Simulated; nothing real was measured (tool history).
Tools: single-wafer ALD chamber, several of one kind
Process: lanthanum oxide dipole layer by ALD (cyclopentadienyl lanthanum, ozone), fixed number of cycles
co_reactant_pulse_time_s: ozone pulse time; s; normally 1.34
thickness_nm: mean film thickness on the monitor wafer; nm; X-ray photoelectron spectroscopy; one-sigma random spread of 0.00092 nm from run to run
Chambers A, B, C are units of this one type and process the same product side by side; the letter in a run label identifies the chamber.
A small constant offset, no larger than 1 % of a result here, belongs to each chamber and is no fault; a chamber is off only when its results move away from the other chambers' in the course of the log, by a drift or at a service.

run,day,co_reactant_pulse_time_s,hours since the last thermocouple change,hours since the last ozone generator service,"read-back reference wafer on the same gauge, thickness_nm",thickness_nm
1B,0.200,1.34,2655.2,1131.7,0.60215,0.53563
2A,0.375,1.34,2178.7,542.6,0.60251,0.53665
3C,0.525,1.34,1047.3,1121.2,0.60258,0.54258
4A,0.621,1.34,2184.6,548.5,0.60282,0.53844
5B,0.733,1.34,2668.0,1144.5,0.60297,0.53527
6C,0.938,1.34,1057.2,1131.1,0.60335,0.54215
7C,1.054,1.34,1060.0,1133.9,0.60322,0.54410
8B,1.175,1.34,2678.6,1155.1,0.60347,0.53636
9A,1.321,1.80,2201.4,565.3,0.60353,0.56312
10C,1.429,1.80,1069.0,1142.9,0.60378,0.56948
11B,1.629,1.80,2689.5,1166.0,0.60423,0.56117
12A,1.804,1.34,2213.0,576.9,0.60446,0.53941
13B,2.000,1.34,2698.4,1174.9,0.60481,0.53728
14A,2.088,1.51,2219.8,583.7,0.60484,0.55130
15C,2.242,1.51,1088.5,1162.4,0.60531,0.55560
16A,2.346,1.51,2226.0,589.9,0.60511,0.55073
17C,2.500,1.34,1094.7,1168.6,0.60538,0.54621
18B,2.671,1.34,2714.5,1191.0,0.60553,0.53716
19C,2.829,1.34,1102.6,1176.5,0.60574,0.54656
20B,2.979,1.34,2721.9,1198.4,0.60597,0.53884

Is one chamber off against the others, does the gauge drift, or is nothing wrong? If a chamber is off, say which, and what the likeliest cause is.

The gauge drifts, so all chambers seem to drift together. No chamber is off.
Cause: gauge reads high (%) = 0.713.

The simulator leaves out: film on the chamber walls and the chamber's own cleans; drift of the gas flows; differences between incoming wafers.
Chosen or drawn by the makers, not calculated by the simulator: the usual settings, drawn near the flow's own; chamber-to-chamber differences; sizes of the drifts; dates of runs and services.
